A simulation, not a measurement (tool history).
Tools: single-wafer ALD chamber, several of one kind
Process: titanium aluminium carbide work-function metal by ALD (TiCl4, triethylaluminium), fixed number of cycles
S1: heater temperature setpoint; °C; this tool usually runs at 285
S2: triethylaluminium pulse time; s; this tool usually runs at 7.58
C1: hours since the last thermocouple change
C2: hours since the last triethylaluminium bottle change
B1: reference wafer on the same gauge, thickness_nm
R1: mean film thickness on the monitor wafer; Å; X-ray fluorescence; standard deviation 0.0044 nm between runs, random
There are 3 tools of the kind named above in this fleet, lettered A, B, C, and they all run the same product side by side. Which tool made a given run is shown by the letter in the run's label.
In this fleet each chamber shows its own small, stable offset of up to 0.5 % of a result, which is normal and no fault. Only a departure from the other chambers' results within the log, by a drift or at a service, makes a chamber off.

{"run": "1A", "hour": 4.5, "S1": 285, "S2": 7.58, "C1": 26.5, "C2": 589.5, "B1": 1.6892, "R1": 17.914}
{"run": "2C", "hour": 7.3, "S1": 285, "S2": 7.58, "C1": 505.0, "C2": 1439.9, "B1": 1.69, "R1": 17.908}
{"run": "3B", "hour": 13.5, "S1": 285, "S2": 7.58, "C1": 947.0, "C2": 1527.8, "B1": 1.6905, "R1": 17.898}
{"run": "4A", "hour": 18.2, "S1": 285, "S2": 7.58, "C1": 40.2, "C2": 603.2, "B1": 1.6909, "R1": 17.877}
{"run": "5B", "hour": 24.2, "S1": 285, "S2": 7.58, "C1": 957.7, "C2": 1538.5, "B1": 1.6904, "R1": 17.872}
{"run": "6C", "hour": 27.4, "S1": 285, "S2": 7.58, "C1": 525.1, "C2": 1460.0, "B1": 1.6902, "R1": 17.899}
{"run": "7C", "hour": 32.9, "S1": 285, "S2": 7.58, "C1": 530.6, "C2": 1465.5, "B1": 1.6899, "R1": 17.981}
{"run": "8B", "hour": 36.1, "S1": 285, "S2": 7.58, "C1": 969.6, "C2": 1550.4, "B1": 1.6887, "R1": 17.919}
{"run": "9A", "hour": 42.3, "S1": 285, "S2": 7.58, "C1": 64.3, "C2": 627.3, "B1": 1.6903, "R1": 17.881}
{"run": "10A", "hour": 47.9, "S1": 285, "S2": 7.58, "C1": 69.9, "C2": 632.9, "B1": 1.6901, "R1": 17.763}
{"run": "11C", "hour": 52.5, "S1": 285, "S2": 7.58, "C1": 550.2, "C2": 1485.1, "B1": 1.6908, "R1": 17.927}
{"run": "12B", "hour": 56.7, "S1": 285, "S2": 7.58, "C1": 990.2, "C2": 1571.0, "B1": 1.6898, "R1": 17.89}
{"run": "13B", "hour": 60.5, "S1": 296, "S2": 5.28, "C1": 994.0, "C2": 1574.8, "B1": 1.69, "R1": 16.985}
{"run": "14C", "hour": 64.1, "S1": 296, "S2": 5.28, "C1": 561.8, "C2": 1496.7, "B1": 1.6916, "R1": 17.05}
{"run": "15A", "hour": 68.4, "S1": 296, "S2": 5.28, "C1": 90.4, "C2": 653.4, "B1": 1.6903, "R1": 16.711}
{"run": "16B", "hour": 74.1, "S1": 285, "S2": 7.58, "C1": 1007.6, "C2": 1588.4, "B1": 1.6891, "R1": 17.782}
{"run": "17C", "hour": 79.9, "S1": 285, "S2": 6.59, "C1": 577.6, "C2": 1512.5, "B1": 1.6894, "R1": 17.335}
{"run": "18A", "hour": 84.9, "S1": 285, "S2": 6.59, "C1": 106.9, "C2": 669.9, "B1": 1.6897, "R1": 16.987}
{"run": "19B", "hour": 88.7, "S1": 285, "S2": 6.59, "C1": 1022.2, "C2": 1603.0, "B1": 1.6905, "R1": 17.345}
{"run": "20C", "hour": 93.4, "S1": 291, "S2": 5.01, "C1": 591.1, "C2": 1526.0, "B1": 1.6888, "R1": 16.348}
{"run": "21A", "hour": 96.3, "S1": 291, "S2": 5.01, "C1": 118.3, "C2": 681.3, "B1": 1.689, "R1": 15.819}
{"run": "22B", "hour": 100.2, "S1": 291, "S2": 5.01, "C1": 1033.7, "C2": 1614.5, "B1": 1.6898, "R1": 16.295}
{"run": "23A", "hour": 103.7, "S1": 285, "S2": 7.58, "C1": 125.7, "C2": 688.7, "B1": 1.6905, "R1": 17.571}
{"run": "24C", "hour": 109.9, "S1": 285, "S2": 7.58, "C1": 607.6, "C2": 1542.5, "B1": 1.6901, "R1": 17.994}
{"run": "25B", "hour": 113.4, "S1": 285, "S2": 7.58, "C1": 1046.9, "C2": 1627.7, "B1": 1.6899, "R1": 17.809}
{"run": "26A", "hour": 118.1, "S1": 285, "S2": 7.58, "C1": 140.1, "C2": 703.1, "B1": 1.6901, "R1": 17.443}
{"run": "27C", "hour": 121.6, "S1": 285, "S2": 7.58, "C1": 619.3, "C2": 1554.2, "B1": 1.6898, "R1": 17.971}
{"run": "28B", "hour": 127.6, "S1": 285, "S2": 7.58, "C1": 1061.1, "C2": 1641.9, "B1": 1.6893, "R1": 17.877}
{"run": "29A", "hour": 132.9, "S1": 285, "S2": 7.58, "C1": 154.9, "C2": 717.9, "B1": 1.6898, "R1": 17.487}
{"run": "30C", "hour": 137.8, "S1": 285, "S2": 7.58, "C1": 635.5, "C2": 1570.4, "B1": 1.6892, "R1": 17.867}

One chamber off, gauge drift, or nothing amiss beyond the chambers' own small offsets? If it is a chamber, which one, and what is the likeliest cause?

One chamber, A, drifts off from the rest bit by bit.
Cause: triethylaluminium dose below that of a fresh bottle (%) = 12.5.
Not necessarily distinguishable in this log from: wafer temperature below the value expected at the setpoint (K).

Here are 4 candidates for chamber A's next run, each the usual settings with a change, their results left as question marks. Which one brings its results back in line with what the others give on the usual settings?
Allowed miss from the other chambers' usual-settings mean, per result, to count as in line: R1 0.150 Å
{"run": "31A-1", "hour": 142.4, "S1": 283, "S2": 6.97, "R1": "?"}
{"run": "31A-2", "hour": 142.4, "S1": 287, "S2": 8.19, "R1": "?"}
{"run": "31A-3", "hour": 142.4, "S1": 285, "S2": 9.57, "R1": "?"}
{"run": "31A-4", "hour": 142.4, "S1": 274, "S2": 7.58, "R1": "?"}

Usual-settings mean across the other chambers: R1 17.893 Å
run=31A-1 R1=16.805
run=31A-2 R1=17.848
run=31A-3 R1=18.242
run=31A-4 R1=16.489
31A-2 puts the chamber back in line with the other chambers.

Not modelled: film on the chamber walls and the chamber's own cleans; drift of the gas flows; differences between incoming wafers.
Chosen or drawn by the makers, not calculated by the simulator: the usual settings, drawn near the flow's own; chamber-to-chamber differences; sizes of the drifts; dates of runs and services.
